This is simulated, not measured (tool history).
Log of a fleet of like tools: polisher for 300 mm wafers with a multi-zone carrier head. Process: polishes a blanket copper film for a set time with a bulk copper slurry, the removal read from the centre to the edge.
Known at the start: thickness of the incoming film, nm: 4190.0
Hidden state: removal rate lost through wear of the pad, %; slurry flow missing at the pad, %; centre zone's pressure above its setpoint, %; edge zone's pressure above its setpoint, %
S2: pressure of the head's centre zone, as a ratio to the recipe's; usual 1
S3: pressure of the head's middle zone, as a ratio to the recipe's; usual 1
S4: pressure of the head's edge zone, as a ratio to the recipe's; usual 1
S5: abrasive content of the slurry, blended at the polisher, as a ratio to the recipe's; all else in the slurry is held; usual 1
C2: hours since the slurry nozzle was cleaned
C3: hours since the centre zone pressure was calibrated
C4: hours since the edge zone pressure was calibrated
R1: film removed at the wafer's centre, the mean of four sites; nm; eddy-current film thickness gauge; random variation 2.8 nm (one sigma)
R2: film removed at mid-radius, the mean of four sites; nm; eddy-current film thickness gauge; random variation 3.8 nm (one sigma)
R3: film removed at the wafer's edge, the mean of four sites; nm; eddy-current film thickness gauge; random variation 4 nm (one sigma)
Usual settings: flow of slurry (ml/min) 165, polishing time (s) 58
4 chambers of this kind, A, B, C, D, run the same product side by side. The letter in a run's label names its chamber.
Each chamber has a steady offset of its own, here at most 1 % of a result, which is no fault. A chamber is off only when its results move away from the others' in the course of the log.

run 1A hour=11.6 | flow_of_slurry_(ml/min)=165 S2=1 S3=1 S4=1 S5=1 polishing_time_(s)=58 | wafers_polished_on_this_pad=565 C2=257.1 C3=243.7 C4=721.6 | R1=266.08 R2=276.11 R3=264.96
run 2C hour=21.1 | flow_of_slurry_(ml/min)=165 S2=1 S3=1 S4=1 S5=1 polishing_time_(s)=58 | wafers_polished_on_this_pad=564 C2=460 C3=121.6 C4=303.4 | R1=265.32 R2=273.06 R3=267.74
-- hour=22 chamber B: slurry nozzle cleaned
run 3D hour=35.9 | flow_of_slurry_(ml/min)=165 S2=1 S3=1 S4=1 S5=1 polishing_time_(s)=58 | wafers_polished_on_this_pad=1023 C2=418.2 C3=565.2 C4=145.9 | R1=272.06 R2=268.11 R3=269.92
-- hour=39.5 chamber D: worn pad replaced by a new one
-- hour=39.8 chamber B: worn pad replaced by a new one
run 4B hour=48.8 | flow_of_slurry_(ml/min)=165 S2=1 S3=1 S4=1 S5=1 polishing_time_(s)=58 | wafers_polished_on_this_pad=119 C2=26.9 C3=338.8 C4=266.1 | R1=273.97 R2=268.13 R3=276.88
-- hour=56.8 chamber A: worn pad replaced by a new one
-- hour=57.7 chamber C: worn pad replaced by a new one
run 5B hour=61.5 | flow_of_slurry_(ml/min)=165 S2=1 S3=1 S4=1 S5=1 polishing_time_(s)=58 | wafers_polished_on_this_pad=287 C2=39.6 C3=351.5 C4=278.8 | R1=273.61 R2=269.96 R3=278.09
run 6C hour=73 | flow_of_slurry_(ml/min)=165 S2=1 S3=1 S4=1 S5=1 polishing_time_(s)=58 | wafers_polished_on_this_pad=203 C2=511.9 C3=173.5 C4=355.3 | R1=265.64 R2=270.82 R3=266.94
run 7A hour=82.2 | flow_of_slurry_(ml/min)=165 S2=1 S3=1 S4=1 S5=1 polishing_time_(s)=58 | wafers_polished_on_this_pad=338 C2=327.7 C3=314.3 C4=792.2 | R1=273.37 R2=267.58 R3=263.5
run 8D hour=96.6 | flow_of_slurry_(ml/min)=165 S2=1 S3=1 S4=1 S5=1 polishing_time_(s)=58 | wafers_polished_on_this_pad=758 C2=478.9 C3=625.9 C4=206.6 | R1=270.23 R2=271.83 R3=271.4
run 9B hour=103.8 | flow_of_slurry_(ml/min)=165 S2=1 S3=1 S4=1 S5=1 polishing_time_(s)=58 | wafers_polished_on_this_pad=848 C2=81.9 C3=393.8 C4=321.1 | R1=272.08 R2=269.17 R3=271.32
run 10A hour=112.8 | flow_of_slurry_(ml/min)=165 S2=1 S3=1 S4=1 S5=1 polishing_time_(s)=58 | wafers_polished_on_this_pad=743 C2=358.3 C3=344.9 C4=822.8 | R1=270.31 R2=270.04 R3=268.96
-- hour=120 chamber D: worn pad replaced by a new one
run 11D hour=124.9 | flow_of_slurry_(ml/min)=165 S2=1 S3=1 S4=1 S5=1 polishing_time_(s)=58 | wafers_polished_on_this_pad=65 C2=507.2 C3=654.2 C4=234.9 | R1=268.4 R2=277.31 R3=272.34
-- hour=127.5 chamber C: worn pad replaced by a new one
-- hour=127.5 chamber B: worn pad replaced by a new one
-- hour=134.9 chamber A: worn pad replaced by a new one
run 12C hour=135 | flow_of_slurry_(ml/min)=165 S2=1.1 S3=1 S4=1 S5=1 polishing_time_(s)=42 | wafers_polished_on_this_pad=99 C2=573.9 C3=235.5 C4=417.3 | R1=215.55 R2=199.49 R3=193.13
run 13D hour=147.8 | flow_of_slurry_(ml/min)=165 S2=1.1 S3=1 S4=1 S5=1 polishing_time_(s)=42 | wafers_polished_on_this_pad=369 C2=530.1 C3=677.1 C4=257.8 | R1=216.28 R2=194.84 R3=196.2
-- hour=149.2 chamber D: slurry nozzle cleaned
run 14B hour=162.8 | flow_of_slurry_(ml/min)=165 S2=1.1 S3=1 S4=1 S5=1 polishing_time_(s)=42 | wafers_polished_on_this_pad=469 C2=140.9 C3=452.8 C4=380.1 | R1=218.91 R2=196.55 R3=191.38
run 15C hour=179 | flow_of_slurry_(ml/min)=165 S2=1.1 S3=1 S4=1 S5=1 polishing_time_(s)=42 | wafers_polished_on_this_pad=682 C2=617.9 C3=279.5 C4=461.3 | R1=222.6 R2=197.33 R3=197.35
-- hour=180.2 chamber D: centre zone pressure recalibrated
run 16A hour=192.7 | flow_of_slurry_(ml/min)=165 S2=1 S3=1 S4=1 S5=1 polishing_time_(s)=58 | wafers_polished_on_this_pad=766 C2=438.2 C3=424.8 C4=902.7 | R1=268.25 R2=272.45 R3=268.3
-- hour=194.9 chamber B: worn pad replaced by a new one
-- hour=197.4 chamber C: worn pad replaced by a new one
run 17D hour=205.3 | flow_of_slurry_(ml/min)=165 S2=1.09 S3=0.89 S4=1 S5=1 polishing_time_(s)=58 | wafers_polished_on_this_pad=1131 C2=56.2 C3=25.1 C4=315.3 | R1=333.76 R2=243.17 R3=266.38
-- hour=208 chamber A: slurry nozzle cleaned
-- hour=212.6 chamber D: worn pad replaced by a new one
run 18B hour=219.3 | flow_of_slurry_(ml/min)=165 S2=1.09 S3=0.89 S4=1 S5=1 polishing_time_(s)=58 | wafers_polished_on_this_pad=323 C2=197.4 C3=509.3 C4=436.6 | R1=300.93 R2=246.18 R3=276.44
run 19C hour=230.9 | flow_of_slurry_(ml/min)=165 S2=1.09 S3=0.89 S4=1 S5=1 polishing_time_(s)=58 | wafers_polished_on_this_pad=445 C2=669.8 C3=331.4 C4=513.2 | R1=294.35 R2=238.63 R3=274.47
-- hour=240.3 chamber A: worn pad replaced by a new one
run 20A hour=242.7 | flow_of_slurry_(ml/min)=165 S2=1.09 S3=0.89 S4=1 S5=1 polishing_time_(s)=58 | wafers_polished_on_this_pad=32 C2=34.7 C3=474.8 C4=952.7 | R1=299.16 R2=245.91 R3=272.78
run 21D hour=258 | flow_of_slurry_(ml/min)=165 S2=1 S3=1 S4=1 S5=1.25 polishing_time_(s)=58 | wafers_polished_on_this_pad=602 C2=108.9 C3=77.8 C4=368 | R1=323.38 R2=287.02 R3=285.24
-- hour=270 chamber C: slurry nozzle cleaned
-- hour=273.6 chamber C: worn pad replaced by a new one
run 22A hour=274.1 | flow_of_slurry_(ml/min)=165 S2=1 S3=1 S4=1 S5=1.25 polishing_time_(s)=58 | wafers_polished_on_this_pad=449 C2=66.1 C3=506.2 C4=984.1 | R1=291.05 R2=280.34 R3=288.48
-- hour=280.2 chamber B: worn pad replaced by a new one
run 23C hour=286.7 | flow_of_slurry_(ml/min)=165 S2=1 S3=1 S4=1 S5=1.25 polishing_time_(s)=58 | wafers_polished_on_this_pad=174 C2=16.8 C3=387.2 C4=569 | R1=282.09 R2=284.83 R3=283.13
-- hour=292.9 chamber D: worn pad replaced by a new one
run 24B hour=299.7 | flow_of_slurry_(ml/min)=165 S2=1 S3=1 S4=1 S5=1.25 polishing_time_(s)=58 | wafers_polished_on_this_pad=258 C2=277.8 C3=589.7 C4=517 | R1=280.1 R2=287.43 R3=288.61
run 25A hour=311.5 | flow_of_slurry_(ml/min)=165 S2=1 S3=1 S4=1 S5=1 polishing_time_(s)=58 | wafers_polished_on_this_pad=945 C2=103.5 C3=543.6 C4=1021.5 | R1=272.35 R2=270.3 R3=263.01
run 26D hour=320.9 | flow_of_slurry_(ml/min)=165 S2=1 S3=1 S4=1 S5=1 polishing_time_(s)=58 | wafers_polished_on_this_pad=371 C2=171.8 C3=140.7 C4=430.9 | R1=298.47 R2=271.7 R3=275.21
run 27C hour=331.8 | flow_of_slurry_(ml/min)=165 S2=1 S3=1 S4=1 S5=1 polishing_time_(s)=58 | wafers_polished_on_this_pad=772 C2=61.9 C3=432.3 C4=614.1 | R1=273.34 R2=271.68 R3=273.86
-- hour=334.5 chamber A: worn pad replaced by a new one
run 28B hour=339.8 | flow_of_slurry_(ml/min)=165 S2=1 S3=1 S4=1 S5=1 polishing_time_(s)=58 | wafers_polished_on_this_pad=790 C2=317.9 C3=629.8 C4=557.1 | R1=273 R2=272.54 R3=271.64
-- hour=349.5 chamber C: worn pad replaced by a new one
run 29D hour=349.7 | flow_of_slurry_(ml/min)=165 S2=1 S3=1 S4=1.05 S5=1 polishing_time_(s)=58 | wafers_polished_on_this_pad=753 C2=200.6 C3=169.5 C4=459.7 | R1=301.69 R2=273.94 R3=279.4
run 30C hour=357.3 | flow_of_slurry_(ml/min)=165 S2=1 S3=1 S4=1.05 S5=1 polishing_time_(s)=58 | wafers_polished_on_this_pad=104 C2=87.4 C3=457.8 C4=639.6 | R1=272.04 R2=275.13 R3=274.42
-- hour=366.6 chamber B: worn pad replaced by a new one
run 31B hour=369.9 | flow_of_slurry_(ml/min)=165 S2=1 S3=1 S4=1.05 S5=1 polishing_time_(s)=58 | wafers_polished_on_this_pad=44 C2=348 C3=659.9 C4=587.2 | R1=276.46 R2=273.78 R3=276.97
run 32A hour=381.1 | flow_of_slurry_(ml/min)=165 S2=1 S3=1 S4=1.05 S5=1 polishing_time_(s)=58 | wafers_polished_on_this_pad=618 C2=173.1 C3=613.2 C4=1091.1 | R1=268.08 R2=269.33 R3=288.55

All 4 chambers run these settings next. Forecast each chamber's results:
run 33A hour=392.8 | flow_of_slurry_(ml/min)=165 S2=1 S3=1 S4=1 S5=1 polishing_time_(s)=72 | R1=? R2=? R3=?
run 33B hour=392.8 | flow_of_slurry_(ml/min)=165 S2=1 S3=1 S4=1 S5=1 polishing_time_(s)=72 | R1=? R2=? R3=?
run 33C hour=392.8 | flow_of_slurry_(ml/min)=165 S2=1 S3=1 S4=1 S5=1 polishing_time_(s)=72 | R1=? R2=? R3=?
run 33D hour=392.8 | flow_of_slurry_(ml/min)=165 S2=1 S3=1 S4=1 S5=1 polishing_time_(s)=72 | R1=? R2=? R3=?

run=33A R1=337.61 R2=333.47 R3=336.68
run=33B R1=331.2 R2=337.07 R3=343.05
run=33C R1=339.7 R2=332.22 R3=325.3
run=33D R1=380.69 R2=339 R3=332.89
